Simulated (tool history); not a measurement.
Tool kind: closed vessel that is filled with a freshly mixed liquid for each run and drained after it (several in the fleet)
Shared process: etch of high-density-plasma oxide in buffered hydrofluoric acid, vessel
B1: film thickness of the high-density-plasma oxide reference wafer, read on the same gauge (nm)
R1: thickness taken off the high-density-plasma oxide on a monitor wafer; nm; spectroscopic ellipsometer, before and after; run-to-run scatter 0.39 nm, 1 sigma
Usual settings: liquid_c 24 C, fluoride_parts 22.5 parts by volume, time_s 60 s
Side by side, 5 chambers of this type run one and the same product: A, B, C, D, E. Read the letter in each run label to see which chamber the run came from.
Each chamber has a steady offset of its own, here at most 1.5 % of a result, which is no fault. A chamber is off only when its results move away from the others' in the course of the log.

Run 1C, hour 8.2: usual settings; B1 30.01. Result: R1 44.073 nm.
Run 2E, hour 18.5: usual settings; B1 30. Result: R1 43.839 nm.
Run 3D, hour 29.6: usual settings; B1 30.008. Result: R1 44.04 nm.
Run 4A, hour 39.5: usual settings; B1 29.984. Result: R1 44.24 nm.
Run 5B, hour 50.2: usual settings but liquid_c 20 C, time_s 80 s; B1 29.989. Result: R1 46.449 nm.
Run 6E, hour 56.7: usual settings but liquid_c 20 C, time_s 80 s; B1 29.996. Result: R1 46.929 nm.
Run 7C, hour 66.9: usual settings but liquid_c 20 C, time_s 80 s; B1 30.025. Result: R1 48.082 nm.
Run 8A, hour 73.6: usual settings but liquid_c 20 C, time_s 80 s; B1 29.993. Result: R1 46.689 nm.
Run 9D, hour 83.8: usual settings but liquid_c 20 C, time_s 80 s; B1 29.985. Result: R1 47.038 nm.
At hour 89: chamber E: thermometer replaced.
Run 10B, hour 91.3: usual settings; B1 30.009. Result: R1 43.445 nm.
Run 11E, hour 101.1: usual settings; B1 29.979. Result: R1 43.192 nm.
Run 12C, hour 112.6: usual settings; B1 30.005. Result: R1 43.622 nm.
Run 13D, hour 122.1: usual settings; B1 29.973. Result: R1 43.53 nm.
Run 14B, hour 130.9: usual settings; B1 30.019. Result: R1 43.649 nm.
Run 15A, hour 137.8: usual settings; B1 29.97. Result: R1 44.281 nm.
Run 16A, hour 144.6: usual settings; B1 30.02. Result: R1 43.339 nm.
Run 17D, hour 153: usual settings; B1 30.007. Result: R1 43.952 nm.
Run 18E, hour 158.1: usual settings; B1 29.981. Result: R1 43.355 nm.
Run 19C, hour 166: usual settings but liquid_c 25.5 C; B1 29.963. Result: R1 48.175 nm.
Run 20B, hour 176: usual settings but liquid_c 25.5 C; B1 29.981. Result: R1 46.833 nm.
Run 21C, hour 186.5: usual settings but liquid_c 25.5 C; B1 29.965. Result: R1 47.395 nm.
Run 22B, hour 192.6: usual settings but liquid_c 25.5 C; B1 29.995. Result: R1 47.292 nm.
Run 23A, hour 199.7: usual settings but liquid_c 25.5 C; B1 30.003. Result: R1 45.869 nm.
Run 24E, hour 206.5: usual settings but liquid_c 27 C, time_s 35 s; B1 30.007. Result: R1 29.973 nm.
Run 25D, hour 214.8: usual settings but liquid_c 27 C, time_s 35 s; B1 30.028. Result: R1 30.112 nm.
Run 26C, hour 220.9: usual settings but liquid_c 27 C, time_s 35 s; B1 30.003. Result: R1 29.993 nm.
Run 27A, hour 231.6: usual settings but liquid_c 27 C, time_s 35 s; B1 29.998. Result: R1 29.074 nm.
Run 28E, hour 240.7: usual settings but liquid_c 27 C, time_s 35 s; B1 30.011. Result: R1 29.641 nm.
Run 29B, hour 247.8: usual settings; B1 29.973. Result: R1 44.198 nm.
Run 30D, hour 253.8: usual settings; B1 29.989. Result: R1 43.93 nm.
Run 31C, hour 265: usual settings but time_s 40 s; B1 29.966. Result: R1 29.42 nm.
At hour 270.5: chamber D: thermometer replaced.
Run 32D, hour 276.5: usual settings but time_s 40 s; B1 30.001. Result: R1 29.424 nm.
Run 33E, hour 283: usual settings but time_s 40 s; B1 29.999. Result: R1 29.081 nm.
Run 34A, hour 289.1: usual settings but time_s 40 s; B1 30.015. Result: R1 27.705 nm.
Run 35B, hour 297.9: usual settings but time_s 40 s; B1 29.989. Result: R1 28.897 nm.
Run 36A, hour 305.7: usual settings; B1 29.982. Result: R1 41.034 nm.
Run 37D, hour 316: usual settings; B1 30.001. Result: R1 44.825 nm.
Run 38E, hour 325.2: usual settings; B1 30.002. Result: R1 44.405 nm.
Run 39B, hour 334.9: usual settings; B1 29.994. Result: R1 43.167 nm.
Run 40C, hour 346.7: usual settings; B1 30.008. Result: R1 43.435 nm.

For the next run the whole fleet of 5 chambers uses the same settings. Give each chamber's results:
Run 41A, hour 355.1: usual settings. Result: R1 ?.
Run 41B, hour 355.1: usual settings. Result: R1 ?.
Run 41C, hour 355.1: usual settings. Result: R1 ?.
Run 41D, hour 355.1: usual settings. Result: R1 ?.
Run 41E, hour 355.1: usual settings. Result: R1 ?.

run      R1
41A  40.193
41B  43.527
41C  43.983
41D  44.783
41E  43.634

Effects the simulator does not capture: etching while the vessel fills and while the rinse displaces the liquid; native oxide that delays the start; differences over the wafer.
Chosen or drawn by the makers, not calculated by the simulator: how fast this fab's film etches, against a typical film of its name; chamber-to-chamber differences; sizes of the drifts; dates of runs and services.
